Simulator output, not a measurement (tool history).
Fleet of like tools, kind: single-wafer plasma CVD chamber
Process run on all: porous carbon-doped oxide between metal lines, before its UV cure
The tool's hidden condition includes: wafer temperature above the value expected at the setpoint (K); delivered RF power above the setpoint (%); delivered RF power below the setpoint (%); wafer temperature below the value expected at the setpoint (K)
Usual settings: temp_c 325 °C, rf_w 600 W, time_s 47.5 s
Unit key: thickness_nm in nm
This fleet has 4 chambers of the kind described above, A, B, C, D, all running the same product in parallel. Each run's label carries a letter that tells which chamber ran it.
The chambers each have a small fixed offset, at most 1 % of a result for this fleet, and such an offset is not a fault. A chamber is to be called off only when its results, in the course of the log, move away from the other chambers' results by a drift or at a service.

run  hour  temp_c  rf_w  time_s  hours since the last thermocouple change  hours since the last RF generator calibration  read-back reference wafer on the same gauge, thickness_nm  thickness_nm
 1B   3.5     325   600    47.5                                     368.1                                          463.5                                                     268.06        250.37
 2C   5.5     325   600    47.5                                    1446.1                                            599                                                     267.92        249.17
 3A   9.7     325   600    47.5                                      39.2                                           78.3                                                     267.98        248.74
 4D  12.9     325   600    47.5                                    1647.5                                           1155                                                     267.97        251.43
 5B  17.4     325   600    47.5                                       382                                          477.4                                                     268.01        250.63
 6D  21.4     332   600    47.5                                      1656                                         1163.5                                                      267.9        242.71
 7A  24.7     332   600    47.5                                      54.2                                           93.3                                                     267.83        240.45
 8C    28     332   600    47.5                                    1468.6                                          621.5                                                     267.93        241.85
 9C  31.2     332   600    47.5                                    1471.8                                          624.7                                                     267.96        241.42
10B  33.3     325   600    47.5                                     397.9                                          493.3                                                     268.19        249.03
11A  36.2     325   600    47.5                                      65.7                                          104.8                                                     267.85        248.08
12D  40.2     325   600    47.5                                    1674.8                                         1182.3                                                        268         252.6
13D  43.1     325   600    47.5                                    1677.7                                         1185.2                                                     267.81        250.67
14B  46.3     316   500    47.5                                     410.9                                          506.3                                                      268.1        231.02
15C  48.2     316   500    47.5                                    1488.8                                          641.7                                                     267.94        233.51
16A  52.5     316   500    47.5                                        82                                          121.1                                                     267.91        229.95
17B  55.5     316   500    47.5                                     420.1                                          515.5                                                     267.97        231.84
18A  57.8     325   600    47.5                                      87.3                                          126.4                                                     268.09        248.46
19C  60.1     325   600    47.5                                    1500.7                                          653.6                                                     268.03        251.27
20D    64     325   600    47.5                                    1698.6                                         1206.1                                                     267.98        252.42
21A  67.9     325   600    47.5                                      97.4                                          136.5                                                     267.97        249.38
22C  70.1     325   600    47.5                                    1510.7                                          663.6                                                     267.97        251.24
23B  73.7     325   600    47.5                                     438.3                                          533.7                                                     268.11        250.29
24D  77.4     325   600    47.5                                      1712                                         1219.5                                                     268.17         252.2
25C  81.2     325   520    47.5                                    1521.8                                          674.7                                                     268.01        230.07
26A  84.7     325   520    47.5                                     114.2                                          153.3                                                     268.11        226.23
27D  88.2     325   520    47.5                                    1722.8                                         1230.3                                                     267.87        228.04
28B  90.7     325   520    47.5                                     455.3                                          550.7                                                     268.06        227.39

Predict what each chamber gives when all 4 of them run the settings below next.
29A    94     325   600    44.6                                                                                                                                                                 ?
29B    94     325   600    44.6                                                                                                                                                                 ?
29C    94     325   600    44.6                                                                                                                                                                 ?
29D    94     325   600    44.6                                                                                                                                                                 ?

run  thickness_nm
29A        233.86
29B        235.46
29C        238.66
29D        236.62

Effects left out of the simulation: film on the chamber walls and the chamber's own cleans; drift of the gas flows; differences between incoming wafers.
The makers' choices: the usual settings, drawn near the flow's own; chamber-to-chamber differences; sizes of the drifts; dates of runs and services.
